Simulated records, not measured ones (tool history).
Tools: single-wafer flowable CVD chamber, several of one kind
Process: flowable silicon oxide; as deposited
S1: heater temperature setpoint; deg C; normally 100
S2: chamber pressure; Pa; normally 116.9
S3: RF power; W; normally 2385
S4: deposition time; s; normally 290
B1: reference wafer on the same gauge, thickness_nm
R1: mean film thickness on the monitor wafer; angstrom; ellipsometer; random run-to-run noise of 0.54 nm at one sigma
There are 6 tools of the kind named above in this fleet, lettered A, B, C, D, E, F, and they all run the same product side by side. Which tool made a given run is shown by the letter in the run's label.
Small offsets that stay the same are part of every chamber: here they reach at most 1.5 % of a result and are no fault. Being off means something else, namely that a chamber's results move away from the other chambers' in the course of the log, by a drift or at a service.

| run | hour | S1 | S2 | S3 | S4 | B1 | R1 |
|---|---|---|---|---|---|---|---|
| 1D | 5.9 | 100 | 116.9 | 2385 | 290 | 234.93 | 2037.8 |
| 2F | 15.8 | 100 | 116.9 | 2385 | 290 | 235.08 | 2047.2 |
| 3B | 25.3 | 100 | 116.9 | 2385 | 290 | 235.17 | 2019.3 |
| 4E | 32.3 | 100 | 116.9 | 2385 | 290 | 234.93 | 2044.8 |
| 5A | 38.0 | 100 | 116.9 | 2850 | 252 | 235.06 | 1802.5 |
| 6C | 43.8 | 100 | 116.9 | 2850 | 252 | 235.00 | 1847.0 |
| 7F | 49.3 | 100 | 116.9 | 2850 | 252 | 234.96 | 1816.8 |
| 8B | 53.8 | 100 | 116.9 | 2850 | 252 | 235.07 | 1800.3 |
| 9A | 61.9 | 100 | 116.9 | 2850 | 252 | 234.87 | 1802.7 |
| 10D | 70.4 | 100 | 116.9 | 2850 | 252 | 235.03 | 1805.5 |
|  | 78.1 | chamber F: thermocouple changed; heater temperature recalibrated |
| 11C | 78.4 | 100 | 116.9 | 2385 | 290 | 234.98 | 2071.8 |
| 12E | 85.6 | 100 | 116.9 | 2385 | 257 | 234.92 | 1821.5 |
|  | 90.3 | chamber B: RF generator calibrated |
| 13E | 91.4 | 100 | 116.9 | 2385 | 257 | 234.97 | 1817.2 |
| 14F | 98.5 | 100 | 116.9 | 2385 | 257 | 234.91 | 1815.2 |
| 15C | 106.6 | 100 | 116.9 | 2385 | 257 | 234.90 | 1839.1 |
| 16A | 114.8 | 100 | 116.9 | 2385 | 257 | 234.96 | 1795.1 |
| 17B | 124.7 | 100 | 116.9 | 2385 | 257 | 234.95 | 1794.6 |
| 18D | 131.3 | 100 | 116.9 | 2385 | 290 | 234.99 | 2031.3 |
| 19B | 138.9 | 100 | 116.9 | 2385 | 290 | 235.01 | 2016.3 |
|  | 140.1 | chamber D: RF generator calibrated |
| 20C | 147.6 | 100 | 116.9 | 2385 | 290 | 235.18 | 2072.2 |
| 21A | 154.2 | 100 | 116.9 | 2385 | 290 | 235.11 | 2023.4 |
| 22D | 159.1 | 100 | 116.9 | 2385 | 290 | 235.09 | 2040.1 |
| 23F | 165.6 | 100 | 116.9 | 2385 | 290 | 234.96 | 2057.4 |
| 24E | 174.5 | 100 | 116.9 | 2385 | 290 | 234.90 | 2052.7 |
| 25E | 179.3 | 100 | 116.9 | 2385 | 290 | 234.82 | 2045.4 |
| 26C | 186.3 | 100 | 116.9 | 2385 | 290 | 235.03 | 2078.7 |
| 27B | 195.5 | 100 | 116.9 | 2385 | 290 | 235.00 | 1986.5 |
|  | 197.2 | chamber D: thermocouple changed; heater temperature recalibrated |
| 28D | 201.1 | 100 | 116.9 | 2385 | 290 | 234.85 | 2026.9 |
| 29A | 207.7 | 100 | 116.9 | 2385 | 290 | 234.98 | 2023.7 |
|  | 210.9 | chamber E: capacitance manometer re-zeroed and calibrated |
| 30F | 214.5 | 100 | 116.9 | 2385 | 290 | 234.99 | 2049.2 |
| 31C | 220.6 | 100 | 138.7 | 2610 | 290 | 235.15 | 2595.5 |
| 32E | 229.7 | 100 | 138.7 | 2610 | 290 | 235.10 | 2539.3 |
| 33A | 237.4 | 100 | 138.7 | 2610 | 290 | 234.98 | 2543.7 |
| 34F | 242.4 | 100 | 138.7 | 2610 | 290 | 234.91 | 2566.3 |
| 35D | 251.4 | 100 | 138.7 | 2610 | 290 | 235.08 | 2536.0 |
| 36B | 257.4 | 100 | 138.7 | 2610 | 290 | 234.76 | 2453.7 |
| 37A | 263.7 | 100 | 116.9 | 2385 | 290 | 235.03 | 2013.5 |
| 38D | 269.5 | 100 | 116.9 | 2385 | 290 | 234.95 | 2028.5 |

Predict what each chamber gives when all 6 of them run the settings below next.
| 39A | 276.7 | 100 | 116.9 | 2385 | 243 |  | ? |
| 39B | 276.7 | 100 | 116.9 | 2385 | 243 |  | ? |
| 39C | 276.7 | 100 | 116.9 | 2385 | 243 |  | ? |
| 39D | 276.7 | 100 | 116.9 | 2385 | 243 |  | ? |
| 39E | 276.7 | 100 | 116.9 | 2385 | 243 |  | ? |
| 39F | 276.7 | 100 | 116.9 | 2385 | 243 |  | ? |

| run | R1 |
|---|---|
| 39A | 1698.3 |
| 39B | 1633.8 |
| 39C | 1742.5 |
| 39D | 1695.8 |
| 39E | 1706.6 |
| 39F | 1719.7 |
